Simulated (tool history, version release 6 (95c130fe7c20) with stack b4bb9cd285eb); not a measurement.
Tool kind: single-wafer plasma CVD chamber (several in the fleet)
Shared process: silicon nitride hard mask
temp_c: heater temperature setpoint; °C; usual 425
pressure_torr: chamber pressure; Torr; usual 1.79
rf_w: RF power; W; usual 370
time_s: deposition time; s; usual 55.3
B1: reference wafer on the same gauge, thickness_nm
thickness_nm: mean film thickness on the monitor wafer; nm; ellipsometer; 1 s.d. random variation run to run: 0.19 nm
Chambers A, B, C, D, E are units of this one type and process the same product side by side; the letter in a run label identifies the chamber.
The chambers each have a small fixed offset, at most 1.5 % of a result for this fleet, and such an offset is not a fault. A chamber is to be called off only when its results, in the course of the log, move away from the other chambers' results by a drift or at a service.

run 1E hour=9.2 | temp_c=425 pressure_torr=1.79 rf_w=370 time_s=55.3 | B1=87.006 | thickness_nm=73.074
run 2D hour=19.0 | temp_c=425 pressure_torr=1.79 rf_w=370 time_s=55.3 | B1=86.995 | thickness_nm=74.425
run 3B hour=24.2 | temp_c=425 pressure_torr=1.79 rf_w=370 time_s=55.3 | B1=86.997 | thickness_nm=73.599
run 4C hour=32.9 | temp_c=425 pressure_torr=1.79 rf_w=370 time_s=55.3 | B1=86.983 | thickness_nm=74.479
run 5A hour=43.2 | temp_c=425 pressure_torr=1.79 rf_w=370 time_s=55.3 | B1=86.990 | thickness_nm=73.946
run 6B hour=53.2 | temp_c=425 pressure_torr=1.79 rf_w=370 time_s=55.3 | B1=86.992 | thickness_nm=73.560
run 7A hour=61.3 | temp_c=425 pressure_torr=1.79 rf_w=370 time_s=55.3 | B1=86.993 | thickness_nm=73.809
run 8C hour=67.6 | temp_c=425 pressure_torr=1.79 rf_w=370 time_s=55.3 | B1=86.954 | thickness_nm=74.141
run 9E hour=74.1 | temp_c=425 pressure_torr=1.79 rf_w=370 time_s=55.3 | B1=86.985 | thickness_nm=73.221
-- hour=79.6 chamber D: thermocouple changed; heater temperature recalibrated
run 10D hour=86.2 | temp_c=425 pressure_torr=1.41 rf_w=370 time_s=55.3 | B1=87.031 | thickness_nm=69.084
run 11B hour=93.1 | temp_c=425 pressure_torr=1.41 rf_w=370 time_s=55.3 | B1=86.976 | thickness_nm=68.838
run 12C hour=103.6 | temp_c=425 pressure_torr=1.41 rf_w=370 time_s=55.3 | B1=86.966 | thickness_nm=69.345
-- hour=105.5 chamber A: RF generator calibrated
run 13A hour=111.9 | temp_c=425 pressure_torr=1.41 rf_w=370 time_s=55.3 | B1=87.012 | thickness_nm=68.988
run 14D hour=119.3 | temp_c=425 pressure_torr=1.41 rf_w=370 time_s=55.3 | B1=86.964 | thickness_nm=69.946
run 15E hour=129.3 | temp_c=425 pressure_torr=1.79 rf_w=370 time_s=55.3 | B1=87.033 | thickness_nm=73.024
run 16C hour=136.3 | temp_c=414 pressure_torr=1.79 rf_w=310 time_s=55.3 | B1=86.954 | thickness_nm=66.919
run 17A hour=147.5 | temp_c=414 pressure_torr=1.79 rf_w=310 time_s=55.3 | B1=86.989 | thickness_nm=66.686
run 18B hour=153.2 | temp_c=414 pressure_torr=1.79 rf_w=310 time_s=55.3 | B1=86.984 | thickness_nm=66.261
run 19D hour=163.7 | temp_c=414 pressure_torr=1.79 rf_w=310 time_s=55.3 | B1=86.979 | thickness_nm=67.335
run 20E hour=174.6 | temp_c=414 pressure_torr=1.79 rf_w=310 time_s=55.3 | B1=86.979 | thickness_nm=66.120
run 21D hour=183.8 | temp_c=425 pressure_torr=1.79 rf_w=370 time_s=55.3 | B1=87.012 | thickness_nm=74.622
run 22C hour=195.1 | temp_c=425 pressure_torr=1.79 rf_w=370 time_s=55.3 | B1=87.030 | thickness_nm=74.253
-- hour=201.0 chamber B: capacitance manometer re-zeroed and calibrated
run 23B hour=202.8 | temp_c=425 pressure_torr=1.79 rf_w=370 time_s=55.3 | B1=86.995 | thickness_nm=73.758
run 24A hour=209.0 | temp_c=425 pressure_torr=1.79 rf_w=370 time_s=55.3 | B1=87.051 | thickness_nm=73.935
run 25E hour=219.7 | temp_c=425 pressure_torr=1.79 rf_w=370 time_s=55.3 | B1=86.976 | thickness_nm=73.546
run 26D hour=229.4 | temp_c=425 pressure_torr=1.79 rf_w=370 time_s=55.3 | B1=87.002 | thickness_nm=74.589
run 27C hour=235.2 | temp_c=425 pressure_torr=1.79 rf_w=370 time_s=55.3 | B1=86.931 | thickness_nm=74.562
run 28E hour=246.0 | temp_c=425 pressure_torr=1.79 rf_w=370 time_s=55.3 | B1=86.960 | thickness_nm=73.290
run 29A hour=253.9 | temp_c=425 pressure_torr=1.79 rf_w=370 time_s=55.3 | B1=87.013 | thickness_nm=74.009
run 30B hour=259.8 | temp_c=425 pressure_torr=1.79 rf_w=370 time_s=55.3 | B1=87.026 | thickness_nm=73.898
run 31B hour=271.3 | temp_c=425 pressure_torr=1.79 rf_w=370 time_s=55.3 | B1=86.975 | thickness_nm=73.640
run 32E hour=278.4 | temp_c=425 pressure_torr=1.79 rf_w=370 time_s=55.3 | B1=86.985 | thickness_nm=73.440
run 33C hour=287.3 | temp_c=425 pressure_torr=1.96 rf_w=370 time_s=55.3 | B1=87.001 | thickness_nm=76.058
run 34A hour=296.2 | temp_c=425 pressure_torr=1.96 rf_w=370 time_s=55.3 | B1=86.945 | thickness_nm=75.755
-- hour=299.8 chamber E: RF generator calibrated
run 35D hour=303.3 | temp_c=425 pressure_torr=1.96 rf_w=370 time_s=55.3 | B1=86.998 | thickness_nm=76.214
run 36C hour=309.8 | temp_c=425 pressure_torr=1.96 rf_w=370 time_s=55.3 | B1=87.015 | thickness_nm=76.362
run 37D hour=318.2 | temp_c=425 pressure_torr=1.96 rf_w=370 time_s=55.3 | B1=87.020 | thickness_nm=76.348
run 38B hour=323.9 | temp_c=425 pressure_torr=1.79 rf_w=370 time_s=55.3 | B1=87.030 | thickness_nm=73.796
run 39A hour=334.3 | temp_c=425 pressure_torr=1.79 rf_w=370 time_s=55.3 | B1=87.004 | thickness_nm=73.967
run 40E hour=342.0 | temp_c=425 pressure_torr=1.79 rf_w=370 time_s=55.3 | B1=87.019 | thickness_nm=73.016
run 41D hour=347.9 | temp_c=425 pressure_torr=1.79 rf_w=370 time_s=55.3 | B1=87.035 | thickness_nm=74.573
run 42B hour=358.8 | temp_c=425 pressure_torr=1.79 rf_w=370 time_s=55.3 | B1=86.975 | thickness_nm=73.474
run 43E hour=367.0 | temp_c=425 pressure_torr=1.79 rf_w=370 time_s=55.3 | B1=86.957 | thickness_nm=73.374

Does one chamber stand apart from the rest, does the shared gauge drift, or is all well apart from small per-chamber offsets? Give the chamber and the most likely cause, where there is one.

The fleet is healthy, with each chamber sitting at its usual small offset and no drift in the gauge.
